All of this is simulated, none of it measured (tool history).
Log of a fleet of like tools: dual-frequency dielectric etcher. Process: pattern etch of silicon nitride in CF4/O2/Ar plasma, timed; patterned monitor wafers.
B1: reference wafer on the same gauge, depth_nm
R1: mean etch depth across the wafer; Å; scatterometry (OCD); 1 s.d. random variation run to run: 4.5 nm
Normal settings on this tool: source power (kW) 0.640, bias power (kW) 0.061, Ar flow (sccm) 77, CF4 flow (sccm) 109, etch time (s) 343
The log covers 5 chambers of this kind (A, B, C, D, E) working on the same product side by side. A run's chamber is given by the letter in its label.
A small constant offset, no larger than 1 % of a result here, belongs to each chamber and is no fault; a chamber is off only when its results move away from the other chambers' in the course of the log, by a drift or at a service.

{"run": "1E", "hour": 13.3, "source power (kW)": 0.64, "bias power (kW)": 0.061, "Ar flow (sccm)": 77, "CF4 flow (sccm)": 109, "etch time (s)": 343, "B1": 988.15, "R1": 8966.5}
{"run": "2D", "hour": 23.3, "source power (kW)": 0.64, "bias power (kW)": 0.061, "Ar flow (sccm)": 77, "CF4 flow (sccm)": 109, "etch time (s)": 343, "B1": 988.39, "R1": 9063.5}
{"run": "3A", "hour": 31.2, "source power (kW)": 0.64, "bias power (kW)": 0.061, "Ar flow (sccm)": 77, "CF4 flow (sccm)": 109, "etch time (s)": 343, "B1": 987.53, "R1": 9042.2}
{"run": "4C", "hour": 44.6, "source power (kW)": 0.64, "bias power (kW)": 0.061, "Ar flow (sccm)": 77, "CF4 flow (sccm)": 109, "etch time (s)": 343, "B1": 987.8, "R1": 9060.9}
{"run": "5B", "hour": 52.1, "source power (kW)": 0.64, "bias power (kW)": 0.061, "Ar flow (sccm)": 77, "CF4 flow (sccm)": 109, "etch time (s)": 343, "B1": 988.33, "R1": 9042.6}
{"run": "6D", "hour": 63.5, "source power (kW)": 0.64, "bias power (kW)": 0.061, "Ar flow (sccm)": 77, "CF4 flow (sccm)": 109, "etch time (s)": 343, "B1": 988.17, "R1": 8973.3}
{"run": "7A", "hour": 75.7, "source power (kW)": 0.64, "bias power (kW)": 0.061, "Ar flow (sccm)": 77, "CF4 flow (sccm)": 109, "etch time (s)": 343, "B1": 989.56, "R1": 9048.7}
{"hour": 89.1, "done": "chamber D: wet clean of the chamber"}
{"run": "8C", "hour": 89.5, "source power (kW)": 0.64, "bias power (kW)": 0.061, "Ar flow (sccm)": 77, "CF4 flow (sccm)": 109, "etch time (s)": 343, "B1": 987.16, "R1": 9033.3}
{"run": "9B", "hour": 103.5, "source power (kW)": 0.64, "bias power (kW)": 0.061, "Ar flow (sccm)": 77, "CF4 flow (sccm)": 109, "etch time (s)": 343, "B1": 986.89, "R1": 9003.5}
{"run": "10E", "hour": 113.4, "source power (kW)": 0.64, "bias power (kW)": 0.061, "Ar flow (sccm)": 77, "CF4 flow (sccm)": 109, "etch time (s)": 343, "B1": 987.41, "R1": 8974.6}
{"hour": 115.6, "done": "chamber A: bias power generator calibrated"}
{"run": "11C", "hour": 124.6, "source power (kW)": 0.64, "bias power (kW)": 0.061, "Ar flow (sccm)": 77, "CF4 flow (sccm)": 109, "etch time (s)": 343, "B1": 987.98, "R1": 9050.1}
{"run": "12B", "hour": 136.3, "source power (kW)": 0.64, "bias power (kW)": 0.061, "Ar flow (sccm)": 77, "CF4 flow (sccm)": 109, "etch time (s)": 343, "B1": 988.08, "R1": 9028.7}
{"run": "13D", "hour": 145.4, "source power (kW)": 0.64, "bias power (kW)": 0.074, "Ar flow (sccm)": 77, "CF4 flow (sccm)": 109, "etch time (s)": 343, "B1": 988.06, "R1": 9784.0}
{"run": "14A", "hour": 157.8, "source power (kW)": 0.64, "bias power (kW)": 0.074, "Ar flow (sccm)": 77, "CF4 flow (sccm)": 109, "etch time (s)": 343, "B1": 988.7, "R1": 9665.4}
{"run": "15E", "hour": 165.4, "source power (kW)": 0.64, "bias power (kW)": 0.074, "Ar flow (sccm)": 77, "CF4 flow (sccm)": 109, "etch time (s)": 343, "B1": 987.44, "R1": 9652.0}
{"run": "16B", "hour": 175.1, "source power (kW)": 0.64, "bias power (kW)": 0.074, "Ar flow (sccm)": 77, "CF4 flow (sccm)": 109, "etch time (s)": 343, "B1": 987.8, "R1": 9620.8}
{"run": "17D", "hour": 185.2, "source power (kW)": 0.64, "bias power (kW)": 0.074, "Ar flow (sccm)": 77, "CF4 flow (sccm)": 109, "etch time (s)": 343, "B1": 987.94, "R1": 9736.5}
{"run": "18E", "hour": 194.8, "source power (kW)": 0.64, "bias power (kW)": 0.061, "Ar flow (sccm)": 77, "CF4 flow (sccm)": 109, "etch time (s)": 343, "B1": 987.93, "R1": 8951.4}
{"run": "19C", "hour": 206.1, "source power (kW)": 0.64, "bias power (kW)": 0.061, "Ar flow (sccm)": 77, "CF4 flow (sccm)": 109, "etch time (s)": 343, "B1": 987.57, "R1": 8944.5}
{"run": "20A", "hour": 219.3, "source power (kW)": 0.64, "bias power (kW)": 0.061, "Ar flow (sccm)": 77, "CF4 flow (sccm)": 134, "etch time (s)": 343, "B1": 987.87, "R1": 9238.9}
{"run": "21B", "hour": 233.1, "source power (kW)": 0.64, "bias power (kW)": 0.061, "Ar flow (sccm)": 77, "CF4 flow (sccm)": 134, "etch time (s)": 343, "B1": 988.25, "R1": 9162.7}
{"run": "22C", "hour": 244.4, "source power (kW)": 0.64, "bias power (kW)": 0.061, "Ar flow (sccm)": 77, "CF4 flow (sccm)": 134, "etch time (s)": 343, "B1": 988.28, "R1": 9063.1}
{"run": "23A", "hour": 257.1, "source power (kW)": 0.64, "bias power (kW)": 0.061, "Ar flow (sccm)": 77, "CF4 flow (sccm)": 134, "etch time (s)": 343, "B1": 987.73, "R1": 9171.5}
{"run": "24D", "hour": 267.7, "source power (kW)": 0.64, "bias power (kW)": 0.061, "Ar flow (sccm)": 77, "CF4 flow (sccm)": 134, "etch time (s)": 343, "B1": 987.61, "R1": 9201.6}
{"run": "25E", "hour": 274.2, "source power (kW)": 0.64, "bias power (kW)": 0.061, "Ar flow (sccm)": 77, "CF4 flow (sccm)": 109, "etch time (s)": 343, "B1": 988.11, "R1": 8970.0}
{"run": "26D", "hour": 280.4, "source power (kW)": 0.64, "bias power (kW)": 0.061, "Ar flow (sccm)": 77, "CF4 flow (sccm)": 109, "etch time (s)": 343, "B1": 988.74, "R1": 9066.0}
{"run": "27B", "hour": 291.6, "source power (kW)": 0.64, "bias power (kW)": 0.061, "Ar flow (sccm)": 77, "CF4 flow (sccm)": 109, "etch time (s)": 343, "B1": 987.32, "R1": 9003.6}
{"hour": 298.1, "done": "chamber E: source power generator calibrated"}
{"run": "28A", "hour": 301.9, "source power (kW)": 0.64, "bias power (kW)": 0.061, "Ar flow (sccm)": 77, "CF4 flow (sccm)": 109, "etch time (s)": 343, "B1": 987.87, "R1": 9012.3}
{"run": "29C", "hour": 311.9, "source power (kW)": 0.64, "bias power (kW)": 0.061, "Ar flow (sccm)": 77, "CF4 flow (sccm)": 109, "etch time (s)": 343, "B1": 988.61, "R1": 8822.0}
{"hour": 319.4, "done": "chamber C: wet clean of the chamber"}
{"run": "30E", "hour": 323.6, "source power (kW)": 0.64, "bias power (kW)": 0.061, "Ar flow (sccm)": 77, "CF4 flow (sccm)": 109, "etch time (s)": 343, "B1": 988.13, "R1": 9008.7}
{"run": "31C", "hour": 336.1, "source power (kW)": 0.64, "bias power (kW)": 0.061, "Ar flow (sccm)": 77, "CF4 flow (sccm)": 109, "etch time (s)": 343, "B1": 988.38, "R1": 8796.5}
{"hour": 343.0, "done": "chamber B: wet clean of the chamber"}
{"run": "32B", "hour": 346.7, "source power (kW)": 0.64, "bias power (kW)": 0.061, "Ar flow (sccm)": 77, "CF4 flow (sccm)": 109, "etch time (s)": 343, "B1": 987.49, "R1": 9014.9}
{"run": "33A", "hour": 353.3, "source power (kW)": 0.64, "bias power (kW)": 0.061, "Ar flow (sccm)": 77, "CF4 flow (sccm)": 109, "etch time (s)": 343, "B1": 987.93, "R1": 9050.9}
{"run": "34D", "hour": 365.7, "source power (kW)": 0.64, "bias power (kW)": 0.061, "Ar flow (sccm)": 77, "CF4 flow (sccm)": 109, "etch time (s)": 343, "B1": 988.1, "R1": 9003.8}
{"hour": 369.5, "done": "chamber E: bias power generator calibrated"}
{"run": "35E", "hour": 376.3, "source power (kW)": 0.64, "bias power (kW)": 0.061, "Ar flow (sccm)": 77, "CF4 flow (sccm)": 109, "etch time (s)": 343, "B1": 988.12, "R1": 8988.6}
{"run": "36A", "hour": 390.0, "source power (kW)": 0.64, "bias power (kW)": 0.061, "Ar flow (sccm)": 77, "CF4 flow (sccm)": 109, "etch time (s)": 343, "B1": 988.4, "R1": 8946.9}
{"run": "37D", "hour": 403.8, "source power (kW)": 0.64, "bias power (kW)": 0.061, "Ar flow (sccm)": 77, "CF4 flow (sccm)": 109, "etch time (s)": 343, "B1": 987.69, "R1": 9069.2}
{"hour": 408.6, "done": "chamber C: Ar flow controller replaced"}
{"hour": 410.8, "done": "chamber E: wet clean of the chamber"}
{"run": "38B", "hour": 414.0, "source power (kW)": 0.64, "bias power (kW)": 0.061, "Ar flow (sccm)": 77, "CF4 flow (sccm)": 109, "etch time (s)": 343, "B1": 988.64, "R1": 9029.1}
{"run": "39C", "hour": 424.5, "source power (kW)": 0.64, "bias power (kW)": 0.061, "Ar flow (sccm)": 77, "CF4 flow (sccm)": 109, "etch time (s)": 343, "B1": 989.08, "R1": 8688.3}
{"run": "40E", "hour": 433.2, "source power (kW)": 0.64, "bias power (kW)": 0.061, "Ar flow (sccm)": 77, "CF4 flow (sccm)": 109, "etch time (s)": 343, "B1": 988.18, "R1": 8909.4}
{"run": "41C", "hour": 447.3, "source power (kW)": 0.64, "bias power (kW)": 0.061, "Ar flow (sccm)": 77, "CF4 flow (sccm)": 109, "etch time (s)": 343, "B1": 987.19, "R1": 8724.4}
{"run": "42B", "hour": 454.9, "source power (kW)": 0.64, "bias power (kW)": 0.061, "Ar flow (sccm)": 77, "CF4 flow (sccm)": 109, "etch time (s)": 343, "B1": 988.34, "R1": 8988.0}
{"run": "43E", "hour": 462.6, "source power (kW)": 0.64, "bias power (kW)": 0.061, "Ar flow (sccm)": 77, "CF4 flow (sccm)": 109, "etch time (s)": 343, "B1": 986.86, "R1": 8994.7}

Has any chamber moved away from the others, gradually or after a service, or does the common gauge drift, or do the chambers differ only by their own small steady offsets? State the chamber and the most likely cause if one applies.

Little by little, chamber C moves away from the other chambers.
Cause: source power that arrives under what is set, % = 4.97.

Here are 4 candidates for chamber C's next run, each the usual settings with a change, their results left as question marks. Which one brings its results back in line with what the others give on the usual settings?
To be in line, a result may differ from the other chambers' mean on the usual settings by at most: R1 160.0 Å
{"run": "44C-1", "hour": 472.6, "source power (kW)": 0.64, "bias power (kW)": 0.071, "Ar flow (sccm)": 73, "CF4 flow (sccm)": 109, "etch time (s)": 343.0, "R1": "?"}
{"run": "44C-2", "hour": 472.6, "source power (kW)": 0.64, "bias power (kW)": 0.055, "Ar flow (sccm)": 77, "CF4 flow (sccm)": 109, "etch time (s)": 343.0, "R1": "?"}
{"run": "44C-3", "hour": 472.6, "source power (kW)": 0.64, "bias power (kW)": 0.06, "Ar flow (sccm)": 77, "CF4 flow (sccm)": 109, "etch time (s)": 321.5, "R1": "?"}
{"run": "44C-4", "hour": 472.6, "source power (kW)": 0.65, "bias power (kW)": 0.061, "Ar flow (sccm)": 77, "CF4 flow (sccm)": 109, "etch time (s)": 350.5, "R1": "?"}

The mean the other chambers reach with the usual settings: R1 9002.0 Å
run=44C-1 R1=9232.7
run=44C-2 R1=8347.6
run=44C-3 R1=8079.6
run=44C-4 R1=8985.2
44C-4 is the one that brings the chamber's results back in line with the other chambers.

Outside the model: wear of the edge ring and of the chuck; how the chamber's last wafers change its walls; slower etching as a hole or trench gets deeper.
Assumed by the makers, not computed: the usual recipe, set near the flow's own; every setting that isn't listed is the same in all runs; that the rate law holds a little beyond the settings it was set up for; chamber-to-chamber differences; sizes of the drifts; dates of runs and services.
